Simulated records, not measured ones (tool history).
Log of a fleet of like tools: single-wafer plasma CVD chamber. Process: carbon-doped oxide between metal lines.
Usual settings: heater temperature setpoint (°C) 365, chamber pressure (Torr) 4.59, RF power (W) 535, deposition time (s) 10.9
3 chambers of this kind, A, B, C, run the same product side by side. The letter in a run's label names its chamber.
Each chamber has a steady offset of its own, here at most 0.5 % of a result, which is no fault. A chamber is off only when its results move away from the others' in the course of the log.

run  hour  heater temperature setpoint (°C)  chamber pressure (Torr)  RF power (W)  deposition time (s)  hours since the last thermocouple change  hours since the last RF generator calibration  hours since the last manometer calibration  read-back reference wafer on the same gauge, thickness_nm  mean film thickness on the monitor wafer (nm)
 1C   4.5                               365                     4.59           535                 10.9                                       485                                          146.8                                      2154.8                                                     63.788                                         55.993
 2B   7.2                               365                     4.59           535                 10.9                                     269.2                                            288                                       307.4                                                     63.762                                         55.988
 3A  12.7                               365                     4.59           535                 10.9                                       216                                         1034.7                                       185.5                                                     63.856                                         56.454
 4A  17.9                               365                     4.59           535                 10.9                                     221.2                                         1039.9                                       190.7                                                     63.858                                         55.925
 5B  21.5                               365                      3.5           505                 10.9                                     283.5                                          302.3                                       321.7                                                     63.851                                         52.218
 6C  23.9                               365                      3.5           505                 10.9                                     504.4                                          166.2                                      2174.2                                                     63.818                                           52.2
 7A  27.5                               365                      3.5           505                 10.9                                     230.8                                         1049.5                                       200.3                                                     63.764                                         52.599
 8B  32.4                               365                     4.59           535                 10.9                                     294.4                                          313.2                                       332.6                                                     63.826                                         56.349
 9C  35.1                               365                     4.59           535                 10.9                                     515.6                                          177.4                                      2185.4                                                      63.76                                         55.844
10B  39.5                               365                     4.59           535                 10.9                                     301.5                                          320.3                                       339.7                                                     63.751                                         56.046
11A  43.4                               365                     4.59           535                 10.9                                     246.7                                         1065.4                                       216.2                                                     63.716                                         56.259
12C  46.4                               365                     4.59           535                 10.9                                     526.9                                          188.7                                      2196.7                                                     63.813                                         56.436
13C  49.3                               365                     4.59           535                 10.9                                     529.8                                          191.6                                      2199.6                                                     63.814                                         56.253
14A  54.3                               365                     4.59           535                 10.9                                     257.6                                         1076.3                                       227.1                                                     63.724                                         55.797
15B  58.8                               365                     4.59           535                 10.9                                     320.8                                          339.6                                         359                                                     63.822                                         55.858
16B    63                               365                     4.59           535                 10.9                                       325                                          343.8                                       363.2                                                     63.774                                         56.323
17A  66.2                               365                     4.59           535                 10.9                                     269.5                                         1088.2                                         239                                                     63.784                                         55.821
18C  69.5                               365                     4.59           535                 10.9                                       550                                          211.8                                      2219.8                                                     63.785                                         56.387
19B  74.8                               365                     4.59           535                 10.9                                     336.8                                          355.6                                         375                                                     63.867                                         56.437
20A  78.2                               365                     4.59           570                 10.9                                     281.5                                         1100.2                                         251                                                       63.8                                         58.505

Is one chamber off against the others, does the gauge drift, or is nothing wrong? If a chamber is off, say which, and what the likeliest cause is.

No chamber stands off beyond its own small offset, and the gauge holds steady.

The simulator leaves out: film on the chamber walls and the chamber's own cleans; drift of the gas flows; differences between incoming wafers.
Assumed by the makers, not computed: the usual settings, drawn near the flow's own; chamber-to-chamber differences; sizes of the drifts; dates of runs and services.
